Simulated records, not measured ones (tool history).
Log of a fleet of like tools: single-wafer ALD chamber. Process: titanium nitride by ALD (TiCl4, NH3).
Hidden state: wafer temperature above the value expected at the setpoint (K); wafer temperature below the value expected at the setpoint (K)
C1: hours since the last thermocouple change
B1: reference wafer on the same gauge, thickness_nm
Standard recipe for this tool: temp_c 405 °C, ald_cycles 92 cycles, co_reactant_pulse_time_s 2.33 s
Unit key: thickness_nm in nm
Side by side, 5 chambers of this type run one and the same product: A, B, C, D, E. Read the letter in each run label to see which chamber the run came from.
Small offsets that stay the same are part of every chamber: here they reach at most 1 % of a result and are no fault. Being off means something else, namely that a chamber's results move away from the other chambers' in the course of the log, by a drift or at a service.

run 1E hour=7.1 | temp_c=405 ald_cycles=92 co_reactant_pulse_time_s=2.33 | C1=1517.8 | B1=1.8296 | thickness_nm=2.0489
run 2A hour=14 | temp_c=405 ald_cycles=92 co_reactant_pulse_time_s=2.33 | C1=2308 | B1=1.8293 | thickness_nm=2.0463
run 3B hour=17.9 | temp_c=405 ald_cycles=92 co_reactant_pulse_time_s=2.33 | C1=275.8 | B1=1.8293 | thickness_nm=2.0528
run 4D hour=22.6 | temp_c=405 ald_cycles=92 co_reactant_pulse_time_s=2.33 | C1=273.9 | B1=1.8291 | thickness_nm=2.0562
run 5C hour=28.1 | temp_c=405 ald_cycles=92 co_reactant_pulse_time_s=2.33 | C1=678.4 | B1=1.8287 | thickness_nm=2.0491
run 6A hour=32.5 | temp_c=405 ald_cycles=92 co_reactant_pulse_time_s=2.33 | C1=2326.5 | B1=1.8285 | thickness_nm=2.0479
run 7D hour=39.6 | temp_c=405 ald_cycles=92 co_reactant_pulse_time_s=2.33 | C1=290.9 | B1=1.8284 | thickness_nm=2.0566
run 8E hour=47.4 | temp_c=405 ald_cycles=106 co_reactant_pulse_time_s=2.33 | C1=1558.1 | B1=1.8285 | thickness_nm=2.359
run 9B hour=54.4 | temp_c=405 ald_cycles=106 co_reactant_pulse_time_s=2.33 | C1=312.3 | B1=1.827 | thickness_nm=2.3627
run 10C hour=61.3 | temp_c=405 ald_cycles=106 co_reactant_pulse_time_s=2.33 | C1=711.6 | B1=1.8273 | thickness_nm=2.3596
run 11B hour=67.7 | temp_c=405 ald_cycles=106 co_reactant_pulse_time_s=2.33 | C1=325.6 | B1=1.8269 | thickness_nm=2.3677
run 12A hour=74.5 | temp_c=405 ald_cycles=106 co_reactant_pulse_time_s=2.33 | C1=2368.5 | B1=1.827 | thickness_nm=2.3594
run 13D hour=82.5 | temp_c=405 ald_cycles=92 co_reactant_pulse_time_s=2.33 | C1=333.8 | B1=1.8259 | thickness_nm=2.0526
run 14E hour=90.2 | temp_c=405 ald_cycles=92 co_reactant_pulse_time_s=2.33 | C1=1600.9 | B1=1.8256 | thickness_nm=2.0455
run 15C hour=94.3 | temp_c=405 ald_cycles=92 co_reactant_pulse_time_s=2.33 | C1=744.6 | B1=1.826 | thickness_nm=2.0472
run 16E hour=98.7 | temp_c=410 ald_cycles=92 co_reactant_pulse_time_s=2.33 | C1=1609.4 | B1=1.8258 | thickness_nm=2.0495
run 17D hour=103.1 | temp_c=410 ald_cycles=92 co_reactant_pulse_time_s=2.33 | C1=354.4 | B1=1.8264 | thickness_nm=2.0572
run 18A hour=111.2 | temp_c=410 ald_cycles=92 co_reactant_pulse_time_s=2.33 | C1=2405.2 | B1=1.8252 | thickness_nm=2.0413
run 19B hour=117.6 | temp_c=410 ald_cycles=92 co_reactant_pulse_time_s=2.33 | C1=375.5 | B1=1.825 | thickness_nm=2.0503
-- hour=121.3 chamber A: thermocouple changed; heater temperature recalibrated
run 20C hour=126.3 | temp_c=410 ald_cycles=92 co_reactant_pulse_time_s=2.33 | C1=776.6 | B1=1.8249 | thickness_nm=2.0457
run 21D hour=133.9 | temp_c=405 ald_cycles=92 co_reactant_pulse_time_s=2.33 | C1=385.2 | B1=1.8243 | thickness_nm=2.0524
run 22B hour=140.5 | temp_c=405 ald_cycles=92 co_reactant_pulse_time_s=2.33 | C1=398.4 | B1=1.8245 | thickness_nm=2.0509
run 23E hour=144.6 | temp_c=405 ald_cycles=92 co_reactant_pulse_time_s=2.33 | C1=1655.3 | B1=1.8239 | thickness_nm=2.0458
run 24C hour=151.3 | temp_c=405 ald_cycles=92 co_reactant_pulse_time_s=2.33 | C1=801.6 | B1=1.8238 | thickness_nm=2.0496
run 25A hour=158 | temp_c=405 ald_cycles=92 co_reactant_pulse_time_s=2.33 | C1=36.8 | B1=1.8238 | thickness_nm=2.0376
run 26D hour=166.6 | temp_c=405 ald_cycles=92 co_reactant_pulse_time_s=2.33 | C1=417.9 | B1=1.823 | thickness_nm=2.05
run 27C hour=175 | temp_c=405 ald_cycles=92 co_reactant_pulse_time_s=2.33 | C1=825.3 | B1=1.8229 | thickness_nm=2.042
run 28B hour=180.1 | temp_c=414 ald_cycles=83 co_reactant_pulse_time_s=2.33 | C1=438 | B1=1.8228 | thickness_nm=1.85
run 29A hour=184.8 | temp_c=414 ald_cycles=83 co_reactant_pulse_time_s=2.33 | C1=63.6 | B1=1.8221 | thickness_nm=1.8485
run 30E hour=191.7 | temp_c=414 ald_cycles=83 co_reactant_pulse_time_s=2.33 | C1=1702.4 | B1=1.8219 | thickness_nm=1.8475

Has any chamber moved away from the others, gradually or after a service, or does the common gauge drift, or do the chambers differ only by their own small steady offsets? State the chamber and the most likely cause if one applies.

The gauge drifts, so all chambers seem to drift together. No chamber is off.
Cause: gauge reads low (%) = 0.445.
